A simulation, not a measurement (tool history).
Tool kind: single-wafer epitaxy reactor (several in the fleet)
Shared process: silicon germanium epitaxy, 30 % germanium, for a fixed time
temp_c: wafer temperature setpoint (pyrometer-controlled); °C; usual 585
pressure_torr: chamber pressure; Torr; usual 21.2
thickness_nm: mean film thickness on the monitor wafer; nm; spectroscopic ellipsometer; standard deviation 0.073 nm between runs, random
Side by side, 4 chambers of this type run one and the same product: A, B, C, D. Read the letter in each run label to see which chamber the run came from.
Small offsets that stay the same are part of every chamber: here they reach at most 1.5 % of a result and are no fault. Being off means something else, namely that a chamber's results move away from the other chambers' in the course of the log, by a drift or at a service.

| run | hour | temp_c | pressure_torr | hours since the last pyrometer calibration | hours since the last manometer calibration | read-back reference wafer on the same gauge, thickness_nm | thickness_nm |
|---|---|---|---|---|---|---|---|
| 1D | 6.6 | 585 | 21.2 | 2262.2 | 2157.1 | 44.905 | 45.896 |
| 2C | 10.1 | 585 | 21.2 | 438.2 | 1965.0 | 44.897 | 46.243 |
| 3A | 16.1 | 585 | 21.2 | 410.8 | 1088.9 | 44.915 | 46.359 |
| 4B | 21.1 | 585 | 21.2 | 1885.1 | 100.7 | 44.959 | 45.942 |
| 5C | 27.8 | 585 | 21.2 | 455.9 | 1982.7 | 44.955 | 46.331 |
| 6A | 34.3 | 575 | 21.2 | 429.0 | 1107.1 | 44.955 | 38.175 |
| 7B | 41.0 | 575 | 21.2 | 1905.0 | 120.6 | 44.956 | 37.850 |
| 8D | 46.8 | 575 | 21.2 | 2302.4 | 2197.3 | 44.966 | 37.810 |
| 9A | 51.7 | 575 | 21.2 | 446.4 | 1124.5 | 44.994 | 38.224 |
| 10C | 57.7 | 585 | 21.2 | 485.8 | 2012.6 | 44.987 | 46.486 |
| 11D | 62.3 | 585 | 21.2 | 2317.9 | 2212.8 | 45.006 | 45.889 |
| 12B | 69.5 | 585 | 21.2 | 1933.5 | 149.1 | 45.024 | 45.871 |
| 13C | 76.6 | 585 | 21.2 | 504.7 | 2031.5 | 45.043 | 46.521 |
| 14A | 80.4 | 585 | 21.2 | 475.1 | 1153.2 | 45.033 | 46.408 |
|  | 81.3 | chamber D: pyrometer calibrated |
| 15B | 86.7 | 585 | 21.2 | 1950.7 | 166.3 | 45.068 | 45.881 |
| 16D | 93.0 | 591 | 23.7 | 11.8 | 2243.5 | 45.056 | 53.809 |
| 17D | 100.6 | 591 | 23.7 | 19.4 | 2251.1 | 45.080 | 54.056 |
| 18C | 107.5 | 591 | 23.7 | 535.6 | 2062.4 | 45.084 | 54.513 |
| 19A | 112.7 | 591 | 23.7 | 507.4 | 1185.5 | 45.086 | 54.417 |
| 20B | 117.8 | 585 | 21.2 | 1981.8 | 197.4 | 45.097 | 46.132 |
| 21D | 125.4 | 585 | 21.2 | 44.2 | 2275.9 | 45.112 | 45.977 |
| 22B | 132.3 | 585 | 21.2 | 1996.3 | 211.9 | 45.133 | 46.192 |
| 23A | 138.6 | 585 | 21.2 | 533.3 | 1211.4 | 45.128 | 46.528 |
| 24C | 142.9 | 585 | 21.2 | 571.0 | 2097.8 | 45.150 | 46.461 |
| 25A | 148.1 | 585 | 21.2 | 542.8 | 1220.9 | 45.169 | 46.326 |
| 26C | 153.3 | 594 | 24.5 | 581.4 | 2108.2 | 45.152 | 58.438 |
| 27D | 160.1 | 594 | 24.5 | 78.9 | 2310.6 | 45.186 | 57.961 |

Is one chamber off against the others, does the gauge drift, or is nothing wrong? If a chamber is off, say which, and what the likeliest cause is.

The gauge drifts, so all chambers seem to drift together. No chamber is off.
What lies behind it: gauge reads high (%) = 0.658.
